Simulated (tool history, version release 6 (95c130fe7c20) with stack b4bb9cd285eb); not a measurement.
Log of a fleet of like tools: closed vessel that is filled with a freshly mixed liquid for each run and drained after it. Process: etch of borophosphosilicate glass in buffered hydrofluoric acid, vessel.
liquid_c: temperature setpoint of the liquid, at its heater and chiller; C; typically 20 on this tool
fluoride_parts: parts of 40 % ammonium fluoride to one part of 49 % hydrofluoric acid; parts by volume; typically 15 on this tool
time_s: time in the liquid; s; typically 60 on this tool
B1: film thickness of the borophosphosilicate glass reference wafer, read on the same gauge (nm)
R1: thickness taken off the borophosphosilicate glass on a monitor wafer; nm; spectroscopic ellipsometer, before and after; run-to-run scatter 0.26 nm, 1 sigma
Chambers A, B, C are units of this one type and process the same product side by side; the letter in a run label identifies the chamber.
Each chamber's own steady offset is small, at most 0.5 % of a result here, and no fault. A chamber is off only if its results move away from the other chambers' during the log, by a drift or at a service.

run 1B hour=9.9 | liquid_c=20 fluoride_parts=15 time_s=60 | B1=80.007 | R1=40.507
run 2A hour=17 | liquid_c=20 fluoride_parts=15 time_s=60 | B1=80.049 | R1=40.721
-- hour=28.9 chamber C: hydrofluoric acid flow meter replaced
run 3C hour=30.8 | liquid_c=20 fluoride_parts=15 time_s=60 | B1=79.995 | R1=40.391
run 4B hour=38.2 | liquid_c=20 fluoride_parts=15 time_s=60 | B1=80.004 | R1=40.355
run 5C hour=47.6 | liquid_c=20 fluoride_parts=15 time_s=60 | B1=80.012 | R1=40.173
run 6A hour=60.5 | liquid_c=20 fluoride_parts=15 time_s=60 | B1=80.005 | R1=40.959
-- hour=73.5 chamber A: hydrofluoric acid flow meter replaced
run 7C hour=76.2 | liquid_c=20 fluoride_parts=15 time_s=60 | B1=80.004 | R1=39.956
run 8B hour=89.1 | liquid_c=20 fluoride_parts=15 time_s=60 | B1=79.98 | R1=39.965
run 9A hour=98.6 | liquid_c=23 fluoride_parts=15 time_s=60 | B1=80.008 | R1=47.523
run 10A hour=110.6 | liquid_c=23 fluoride_parts=15 time_s=60 | B1=80.045 | R1=47.819
run 11B hour=122.2 | liquid_c=23 fluoride_parts=15 time_s=60 | B1=80.046 | R1=48.035
run 12C hour=135.9 | liquid_c=20 fluoride_parts=15 time_s=60 | B1=79.963 | R1=40.209
run 13B hour=144.8 | liquid_c=20 fluoride_parts=15 time_s=60 | B1=79.998 | R1=40.391
-- hour=146.3 chamber B: thermometer replaced
run 14C hour=156.7 | liquid_c=20 fluoride_parts=15 time_s=60 | B1=79.992 | R1=40.225
run 15A hour=172.6 | liquid_c=20 fluoride_parts=15 time_s=60 | B1=80.038 | R1=40.025
run 16C hour=183.3 | liquid_c=20 fluoride_parts=15 time_s=60 | B1=80.044 | R1=40.951
run 17B hour=198.3 | liquid_c=20 fluoride_parts=15 time_s=60 | B1=79.989 | R1=40.357
run 18A hour=210.2 | liquid_c=20 fluoride_parts=15 time_s=60 | B1=80.05 | R1=40.333
run 19C hour=220.2 | liquid_c=20 fluoride_parts=15 time_s=60 | B1=80.048 | R1=41.125
run 20B hour=229.4 | liquid_c=20 fluoride_parts=15 time_s=60 | B1=80.034 | R1=40.224
run 21A hour=242.5 | liquid_c=20 fluoride_parts=15 time_s=60 | B1=80.005 | R1=40.315
run 22B hour=256.5 | liquid_c=20 fluoride_parts=15 time_s=60 | B1=80.017 | R1=40.148
run 23A hour=272.5 | liquid_c=20 fluoride_parts=15 time_s=60 | B1=79.99 | R1=41.048
run 24C hour=284.6 | liquid_c=20 fluoride_parts=17 time_s=80 | B1=80.017 | R1=49.79
run 25C hour=300.5 | liquid_c=20 fluoride_parts=17 time_s=80 | B1=79.997 | R1=49.756
run 26B hour=313 | liquid_c=20 fluoride_parts=17 time_s=80 | B1=80.002 | R1=47.893
run 27A hour=320.6 | liquid_c=20 fluoride_parts=15 time_s=60 | B1=80.014 | R1=40.446
run 28A hour=334.2 | liquid_c=20 fluoride_parts=15 time_s=60 | B1=79.973 | R1=40.515
run 29C hour=345.7 | liquid_c=20 fluoride_parts=15 time_s=60 | B1=80.004 | R1=42.052
run 30B hour=353.6 | liquid_c=20 fluoride_parts=15 time_s=60 | B1=79.981 | R1=40.736
run 31A hour=366.1 | liquid_c=22 fluoride_parts=12 time_s=60 | B1=79.963 | R1=56.068
run 32C hour=375 | liquid_c=22 fluoride_parts=12 time_s=60 | B1=80.017 | R1=60.376
run 33B hour=387.2 | liquid_c=22 fluoride_parts=12 time_s=60 | B1=80.027 | R1=56.242

For the next run the whole fleet of 3 chambers uses the same settings. Give each chamber's results:
run 34A hour=399 | liquid_c=20 fluoride_parts=15 time_s=45 | R1=?
run 34B hour=399 | liquid_c=20 fluoride_parts=15 time_s=45 | R1=?
run 34C hour=399 | liquid_c=20 fluoride_parts=15 time_s=45 | R1=?

run=34A R1=30.766
run=34B R1=30.307
run=34C R1=32.385
